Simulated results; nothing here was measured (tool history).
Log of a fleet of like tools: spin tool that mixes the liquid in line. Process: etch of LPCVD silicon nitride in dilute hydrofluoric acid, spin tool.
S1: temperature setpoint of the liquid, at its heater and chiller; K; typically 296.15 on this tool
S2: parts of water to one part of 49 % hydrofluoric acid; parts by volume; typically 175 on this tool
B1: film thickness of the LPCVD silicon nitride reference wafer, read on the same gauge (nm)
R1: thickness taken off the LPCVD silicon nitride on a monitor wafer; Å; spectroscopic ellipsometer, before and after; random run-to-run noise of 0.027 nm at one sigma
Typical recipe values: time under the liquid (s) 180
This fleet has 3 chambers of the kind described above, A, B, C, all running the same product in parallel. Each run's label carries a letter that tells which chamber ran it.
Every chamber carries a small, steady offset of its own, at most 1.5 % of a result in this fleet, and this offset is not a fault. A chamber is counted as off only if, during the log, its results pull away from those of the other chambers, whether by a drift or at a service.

Run 1B, day 0.429: usual settings; B1 139.98. Result: R1 5.7075 Å.
Run 2C, day 0.779: usual settings; B1 140.01. Result: R1 5.5802 Å.
Run 3A, day 1.042: usual settings; B1 140.01. Result: R1 5.4759 Å.
Run 4B, day 1.325: usual settings; B1 140. Result: R1 5.5081 Å.
Run 5A, day 1.6: usual settings; B1 139.99. Result: R1 6.2052 Å.
Run 6C, day 1.946: usual settings; B1 140. Result: R1 5.4869 Å.
Run 7A, day 2.167: usual settings; B1 139.99. Result: R1 5.8259 Å.
Run 8C, day 2.379: usual settings; B1 140.02. Result: R1 5.6224 Å.
Run 9B, day 2.746: usual settings; B1 139.98. Result: R1 5.9533 Å.
Run 10B, day 3.104: usual settings; B1 139.99. Result: R1 5.9889 Å.
Run 11C, day 3.475: usual settings; B1 139.99. Result: R1 5.6356 Å.
Run 12A, day 3.883: usual settings but time under the liquid (s) 235; B1 140. Result: R1 7.2525 Å.
Run 13C, day 4.112: usual settings but time under the liquid (s) 235; B1 139.99. Result: R1 7.4114 Å.
Run 14A, day 4.521: usual settings but time under the liquid (s) 235; B1 139.98. Result: R1 7.6288 Å.
Run 15B, day 4.783: usual settings; B1 140.01. Result: R1 5.6635 Å.
Run 16B, day 5.217: usual settings; B1 140.01. Result: R1 5.7564 Å.
Run 17C, day 5.562: usual settings; B1 140.01. Result: R1 5.7133 Å.
Run 18A, day 5.883: usual settings but time under the liquid (s) 120; B1 139.99. Result: R1 3.7976 Å.
At day 6.104: chamber A: thermometer replaced.
Run 19A, day 6.325: usual settings but time under the liquid (s) 120; B1 140.01. Result: R1 3.5892 Å.
Run 20C, day 6.588: usual settings but time under the liquid (s) 120; B1 140. Result: R1 3.6191 Å.
Run 21B, day 6.892: usual settings; B1 139.99. Result: R1 5.0196 Å.
Run 22B, day 7.262: usual settings; B1 140.01. Result: R1 5.6188 Å.
Run 23A, day 7.575: usual settings; B1 140. Result: R1 5.326 Å.
Run 24C, day 7.812: usual settings; B1 139.99. Result: R1 5.212 Å.
Run 25B, day 8.133: usual settings; B1 140.02. Result: R1 5.7444 Å.
Run 26A, day 8.438: usual settings; B1 139.99. Result: R1 5.0872 Å.
Run 27C, day 8.888: usual settings; B1 140.01. Result: R1 5.4775 Å.
Run 28A, day 9.35: usual settings but time under the liquid (s) 230; B1 140. Result: R1 7.2659 Å.
Run 29B, day 9.658: usual settings but time under the liquid (s) 230; B1 139.99. Result: R1 6.9976 Å.
Run 30C, day 9.954: usual settings but time under the liquid (s) 230; B1 140. Result: R1 6.8323 Å.
Run 31A, day 10.196: usual settings; B1 140.01. Result: R1 5.5612 Å.
Run 32B, day 10.533: usual settings; B1 139.98. Result: R1 5.2866 Å.
Run 33C, day 10.812: usual settings but S1 293.65 K; B1 139.99. Result: R1 4.8348 Å.
Run 34C, day 11.283: usual settings but S1 293.65 K; B1 140. Result: R1 4.8914 Å.
Run 35B, day 11.55: usual settings but S1 293.65 K; B1 140. Result: R1 4.4162 Å.
Run 36A, day 11.875: usual settings; B1 139.99. Result: R1 5.3863 Å.
Run 37B, day 12.196: usual settings; B1 140.01. Result: R1 5.543 Å.
Run 38C, day 12.675: usual settings but S2 135 parts by volume; B1 140. Result: R1 7.6912 Å.
Run 39A, day 12.996: usual settings but S2 135 parts by volume; B1 140. Result: R1 7.3262 Å.
Run 40A, day 13.288: usual settings but S2 135 parts by volume; B1 140. Result: R1 7.3198 Å.
Run 41C, day 13.688: usual settings; B1 140. Result: R1 5.7795 Å.
Run 42B, day 13.929: usual settings; B1 140. Result: R1 5.6339 Å.

Read the log: is a single chamber off, either drifting away or since a service, is the gauge that measures every chamber drifting, or is nothing wrong beyond small per-chamber offsets? Name any odd chamber and what most likely caused it.

Neither any chamber nor the gauge drifts; the chambers differ only by their own small, steady offsets.
